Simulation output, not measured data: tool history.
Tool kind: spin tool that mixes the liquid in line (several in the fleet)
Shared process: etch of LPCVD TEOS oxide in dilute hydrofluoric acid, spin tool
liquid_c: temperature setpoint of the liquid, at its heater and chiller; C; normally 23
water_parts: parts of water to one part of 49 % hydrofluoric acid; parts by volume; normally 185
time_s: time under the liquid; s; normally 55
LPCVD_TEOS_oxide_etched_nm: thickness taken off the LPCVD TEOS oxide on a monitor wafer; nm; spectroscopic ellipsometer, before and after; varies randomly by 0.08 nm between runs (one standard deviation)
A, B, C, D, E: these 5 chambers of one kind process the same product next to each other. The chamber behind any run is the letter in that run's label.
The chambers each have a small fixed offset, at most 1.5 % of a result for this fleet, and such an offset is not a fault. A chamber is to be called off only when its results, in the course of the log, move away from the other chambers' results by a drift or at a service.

run,hour,liquid_c,water_parts,time_s,hours since the thermometer was replaced,hours since the hydrofluoric acid flow meter was replaced,"read-back film thickness of the LPCVD TEOS oxide reference wafer, read on the same gauge (nm)",LPCVD_TEOS_oxide_etched_nm
1E,10.4,23,185,55,715.4,1190.1,150,8.9632
2C,21.4,23,185,55,1145.6,615.3,149.99,8.8317
3B,29.7,23,185,55,106.4,1034.8,150.02,9.0465
4A,37.6,23,185,55,143.8,501.3,149.96,8.81
5D,45.6,23,185,55,117.2,156.3,150,8.8994
6D,52.8,23,185,55,124.4,163.5,150.05,9.0537
7C,60.3,24.5,185,80,1184.5,654.2,149.96,13.78
8A,69.5,24.5,185,80,175.7,533.2,150,13.595
9E,80.7,24.5,185,80,785.7,1260.4,149.99,14.022
10B,86.9,24.5,185,80,163.6,1092,149.98,13.764
# hour 90.1: chamber A: hydrofluoric acid flow meter replaced
11B,93.1,24.5,185,80,169.8,1098.2,149.97,13.602
12C,101,23,185,55,1225.2,694.9,150.03,8.9034
13D,112.1,23,185,55,183.7,222.8,149.97,9.0622
14E,119.6,23,185,55,824.6,1299.3,150.01,8.8525
15A,132.3,27,250,55,238.5,42.2,149.99,7.0509
16E,138.6,27,250,55,843.6,1318.3,150,7.112
17D,150,27,250,55,221.6,260.7,149.98,7.0194
18B,158.2,27,250,55,234.9,1163.3,150.02,6.8157
19A,170.7,27,250,55,276.9,80.6,149.99,7.1123
20C,179.3,23,185,55,1303.5,773.2,150,9.0638
21B,186,23,185,55,262.7,1191.1,150,8.4257
22D,198.6,23,185,55,270.2,309.3,150.02,8.8562
23A,209.5,23,185,55,315.7,119.4,149.96,8.904
24E,215.9,23,115,65,920.9,1395.6,149.98,18.041
25C,222.5,23,115,65,1346.7,816.4,149.95,18.497
26E,234.9,23,115,65,939.9,1414.6,150.01,18.128
27B,241.8,23,115,65,318.5,1246.9,149.99,16.934
28A,250.9,23,115,65,357.1,160.8,150,17.787
29D,258.8,23,185,55,330.4,369.5,149.99,9.0717
30C,270.5,23,185,55,1394.7,864.4,150,8.9158
31D,280.3,23,185,55,351.9,391,149.96,8.874
32B,290.6,23,185,55,367.3,1295.7,150.03,8.1857
33A,298.3,23,185,55,404.5,208.2,150.05,8.7947
34E,306.2,23,185,55,1011.2,1485.9,150.01,8.9668
35C,315.4,23,185,55,1439.6,909.3,150,8.8134
36C,323.8,28,145,55,1448,917.7,149.97,14.31

For the next run the whole fleet of 5 chambers uses the same settings. Give each chamber's results:
37A,332.9,23,185,55,,,,?
37B,332.9,23,185,55,,,,?
37C,332.9,23,185,55,,,,?
37D,332.9,23,185,55,,,,?
37E,332.9,23,185,55,,,,?

run,LPCVD_TEOS_oxide_etched_nm
37A,8.7924
37B,7.7733
37C,8.8121
37D,8.8444
37E,8.9378

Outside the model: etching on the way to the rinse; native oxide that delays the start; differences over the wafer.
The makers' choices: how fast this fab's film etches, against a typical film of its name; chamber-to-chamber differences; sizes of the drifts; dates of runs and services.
